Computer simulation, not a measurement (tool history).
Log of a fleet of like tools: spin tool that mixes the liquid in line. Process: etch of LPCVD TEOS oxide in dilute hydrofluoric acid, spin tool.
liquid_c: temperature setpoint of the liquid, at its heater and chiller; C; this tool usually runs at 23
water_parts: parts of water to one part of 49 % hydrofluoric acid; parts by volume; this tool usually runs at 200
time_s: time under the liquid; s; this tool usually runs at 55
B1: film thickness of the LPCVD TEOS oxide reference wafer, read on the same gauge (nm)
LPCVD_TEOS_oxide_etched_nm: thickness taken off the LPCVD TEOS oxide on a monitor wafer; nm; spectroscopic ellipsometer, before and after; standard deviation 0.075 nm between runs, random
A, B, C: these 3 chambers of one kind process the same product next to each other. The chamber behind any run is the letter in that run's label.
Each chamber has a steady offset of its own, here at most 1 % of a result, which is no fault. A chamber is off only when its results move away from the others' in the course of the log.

Run 1C, day 0.438: usual settings; B1 120. Result: LPCVD_TEOS_oxide_etched_nm 10.815 nm.
Run 2A, day 0.975: usual settings; B1 119.96. Result: LPCVD_TEOS_oxide_etched_nm 11.087 nm.
Run 3B, day 1.4: usual settings; B1 120. Result: LPCVD_TEOS_oxide_etched_nm 11.144 nm.
Run 4B, day 1.925: usual settings; B1 120.05. Result: LPCVD_TEOS_oxide_etched_nm 10.975 nm.
Run 5C, day 2.408: usual settings; B1 120.01. Result: LPCVD_TEOS_oxide_etched_nm 10.926 nm.
Run 6A, day 2.933: usual settings; B1 120.03. Result: LPCVD_TEOS_oxide_etched_nm 11.097 nm.
Run 7C, day 3.371: usual settings; B1 120.05. Result: LPCVD_TEOS_oxide_etched_nm 10.974 nm.
Run 8B, day 3.692: usual settings; B1 119.97. Result: LPCVD_TEOS_oxide_etched_nm 11.113 nm.
Run 9A, day 3.975: usual settings; B1 120.01. Result: LPCVD_TEOS_oxide_etched_nm 11.138 nm.
Run 10B, day 4.517: usual settings; B1 120.01. Result: LPCVD_TEOS_oxide_etched_nm 11.189 nm.
Run 11C, day 4.996: usual settings; B1 120.04. Result: LPCVD_TEOS_oxide_etched_nm 10.946 nm.
Run 12A, day 5.4: usual settings; B1 119.94. Result: LPCVD_TEOS_oxide_etched_nm 11.145 nm.
Run 13A, day 5.904: usual settings but liquid_c 19 C, time_s 70 s; B1 120.05. Result: LPCVD_TEOS_oxide_etched_nm 12.055 nm.
Run 14C, day 6.408: usual settings but liquid_c 19 C, time_s 70 s; B1 120. Result: LPCVD_TEOS_oxide_etched_nm 12.044 nm.
Run 15B, day 6.95: usual settings but liquid_c 19 C, time_s 70 s; B1 119.99. Result: LPCVD_TEOS_oxide_etched_nm 12.102 nm.
Run 16A, day 7.417: usual settings; B1 119.98. Result: LPCVD_TEOS_oxide_etched_nm 11.095 nm.
Run 17B, day 7.729: usual settings; B1 120.05. Result: LPCVD_TEOS_oxide_etched_nm 11.091 nm.
Run 18C, day 8.129: usual settings but liquid_c 26 C, water_parts 250 parts by volume; B1 119.98. Result: LPCVD_TEOS_oxide_etched_nm 9.3532 nm.
Run 19C, day 8.612: usual settings but liquid_c 26 C, water_parts 250 parts by volume; B1 120.01. Result: LPCVD_TEOS_oxide_etched_nm 9.3907 nm.
Run 20B, day 8.975: usual settings but liquid_c 26 C, water_parts 250 parts by volume; B1 120.03. Result: LPCVD_TEOS_oxide_etched_nm 9.3273 nm.
Run 21A, day 9.338: usual settings; B1 120.01. Result: LPCVD_TEOS_oxide_etched_nm 11.026 nm.
Run 22B, day 9.683: usual settings; B1 119.98. Result: LPCVD_TEOS_oxide_etched_nm 10.962 nm.

Decide between three cases: one chamber stands off from its peers, the gauge reading all wafers drifts, or nothing is wrong past each chamber's small offset. Where a chamber is off, say which and what most likely put it there.

No chamber stands off beyond its own small offset, and the gauge holds steady.
